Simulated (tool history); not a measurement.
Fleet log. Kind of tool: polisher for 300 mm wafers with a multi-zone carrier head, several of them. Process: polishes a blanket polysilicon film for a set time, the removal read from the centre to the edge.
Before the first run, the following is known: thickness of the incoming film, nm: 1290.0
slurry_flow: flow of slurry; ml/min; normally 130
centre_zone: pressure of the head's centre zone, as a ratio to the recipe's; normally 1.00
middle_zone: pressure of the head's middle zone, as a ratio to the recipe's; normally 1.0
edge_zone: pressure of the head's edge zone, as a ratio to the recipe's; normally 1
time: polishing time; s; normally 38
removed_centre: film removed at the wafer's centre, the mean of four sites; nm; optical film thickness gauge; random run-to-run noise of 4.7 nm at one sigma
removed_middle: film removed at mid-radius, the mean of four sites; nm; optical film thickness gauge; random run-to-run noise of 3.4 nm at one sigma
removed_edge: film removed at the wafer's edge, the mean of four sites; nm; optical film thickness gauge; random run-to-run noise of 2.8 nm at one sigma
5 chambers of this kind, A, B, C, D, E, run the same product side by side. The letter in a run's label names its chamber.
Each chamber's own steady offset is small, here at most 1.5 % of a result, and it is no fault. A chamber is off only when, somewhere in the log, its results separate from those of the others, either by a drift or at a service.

run	hour	slurry_flow	centre_zone	middle_zone	edge_zone	time	removed_centre	removed_middle	removed_edge
1B	8.3	130	1.00	1.0	1	38	453.54	460.98	463.26
# hour 9.7: chamber A: centre zone pressure recalibrated
# hour 13.1: chamber E: worn pad replaced by a new one
2A	16.5	130	1.00	1.0	1	38	463.64	459.00	464.41
# hour 25.2: chamber A: worn pad replaced by a new one
3C	27.5	130	1.00	1.0	1	38	463.68	465.67	460.62
# hour 33.7: chamber B: worn pad replaced by a new one
4E	34.6	130	1.00	1.0	1	38	454.32	464.95	455.97
5D	49.3	130	1.00	1.0	1	38	461.55	465.39	457.21
# hour 54.0: chamber C: worn pad replaced by a new one
6D	57.3	130	0.94	1.0	1	38	439.90	463.85	453.46
# hour 58.9: chamber E: centre zone pressure recalibrated
7C	68.9	130	0.94	1.0	1	38	429.60	466.25	465.02
# hour 77.2: chamber D: worn pad replaced by a new one
8E	78.2	130	0.94	1.0	1	38	431.07	465.32	459.21
# hour 80.6: chamber D: slurry nozzle cleaned
9B	86.9	130	0.94	1.0	1	38	428.27	461.27	457.04
10A	99.4	130	0.94	1.0	1	38	428.58	468.29	463.17
# hour 104.8: chamber E: worn pad replaced by a new one
# hour 106.4: chamber A: worn pad replaced by a new one
11C	108.5	130	1.00	1.0	1	38	461.34	468.73	461.77
# hour 109.2: chamber B: worn pad replaced by a new one
12E	118.8	130	1.00	1.0	1	38	461.93	461.83	453.90
# hour 120.2: chamber C: worn pad replaced by a new one
# hour 123.3: chamber B: centre zone pressure recalibrated
13A	125.4	130	1.00	1.0	1	38	464.65	463.08	465.35
14D	138.9	130	1.00	1.0	1	38	456.93	460.02	463.91
# hour 144.8: chamber C: edge zone pressure recalibrated
15B	146.4	130	1.00	1.0	1	38	463.07	458.68	460.19
16B	153.5	130	1.00	1.0	1	38	469.36	459.49	459.79
17A	164.8	130	1.00	1.0	1	38	466.25	461.09	461.84
18D	173.8	130	1.00	1.0	1	38	462.85	468.47	455.84
# hour 181.6: chamber A: worn pad replaced by a new one
19C	182.2	130	1.00	1.0	1	38	452.14	460.87	461.79
# hour 185.9: chamber D: worn pad replaced by a new one
# hour 188.7: chamber B: slurry nozzle cleaned
20E	189.8	130	1.00	1.0	1	38	456.21	457.93	455.92
21B	200.4	130	1.00	1.1	1	45	553.50	594.23	543.30
# hour 202.0: chamber E: worn pad replaced by a new one
# hour 203.8: chamber B: worn pad replaced by a new one
# hour 206.8: chamber C: worn pad replaced by a new one
22E	214.3	130	1.00	1.1	1	45	544.82	601.57	541.73
# hour 216.7: chamber C: slurry nozzle cleaned
23C	223.4	130	1.00	1.1	1	45	541.42	595.53	551.42
24A	236.4	130	1.00	1.1	1	45	545.76	593.21	547.56
25D	243.0	130	1.00	1.1	1	45	549.70	607.20	538.61
26C	250.3	105	1.00	1.0	1	38	434.74	437.81	442.64
# hour 262.7: chamber A: worn pad replaced by a new one
27E	264.3	105	1.00	1.0	1	38	427.35	441.47	439.94
28A	278.6	105	1.00	1.0	1	38	438.40	437.58	450.58
29B	287.7	105	1.00	1.0	1	38	433.43	436.92	443.52
# hour 289.7: chamber B: worn pad replaced by a new one
# hour 292.7: chamber E: slurry nozzle cleaned
# hour 293.6: chamber C: worn pad replaced by a new one
30D	295.0	105	1.00	1.0	1	38	439.88	440.96	440.72
# hour 297.2: chamber E: worn pad replaced by a new one
# hour 300.3: chamber D: worn pad replaced by a new one
31B	303.2	130	1.00	1.0	1	38	462.11	462.74	458.87
32E	309.9	130	1.00	1.0	1	38	469.04	463.18	458.86
33D	323.7	130	1.00	1.0	1	38	464.43	459.19	456.92
# hour 328.7: chamber A: worn pad replaced by a new one
34A	330.7	165	1.00	0.9	1	38	485.47	445.83	487.51
35C	343.3	165	1.00	0.9	1	38	476.50	438.93	473.19
36C	349.6	165	1.00	0.9	1	38	484.96	440.97	474.51
# hour 353.8: chamber D: centre zone pressure recalibrated
37B	360.3	165	1.00	0.9	1	38	482.03	444.09	469.08
38A	371.2	165	1.00	0.9	1	38	487.06	436.47	480.30
39D	378.3	130	1.00	1.0	1	38	460.50	458.42	458.37

The same settings go to every chamber for the next run, one line per chamber below. Forecast the results for each:
40A	388.8	130	1.00	1.0	1	38	?	?	?
40B	388.8	130	1.00	1.0	1	38	?	?	?
40C	388.8	130	1.00	1.0	1	38	?	?	?
40D	388.8	130	1.00	1.0	1	38	?	?	?
40E	388.8	130	1.00	1.0	1	38	?	?	?

run	removed_centre	removed_middle	removed_edge
40A	457.40	458.95	461.43
40B	464.05	460.59	460.98
40C	463.99	455.14	454.43
40D	458.33	459.38	457.08
40E	456.90	467.47	456.40

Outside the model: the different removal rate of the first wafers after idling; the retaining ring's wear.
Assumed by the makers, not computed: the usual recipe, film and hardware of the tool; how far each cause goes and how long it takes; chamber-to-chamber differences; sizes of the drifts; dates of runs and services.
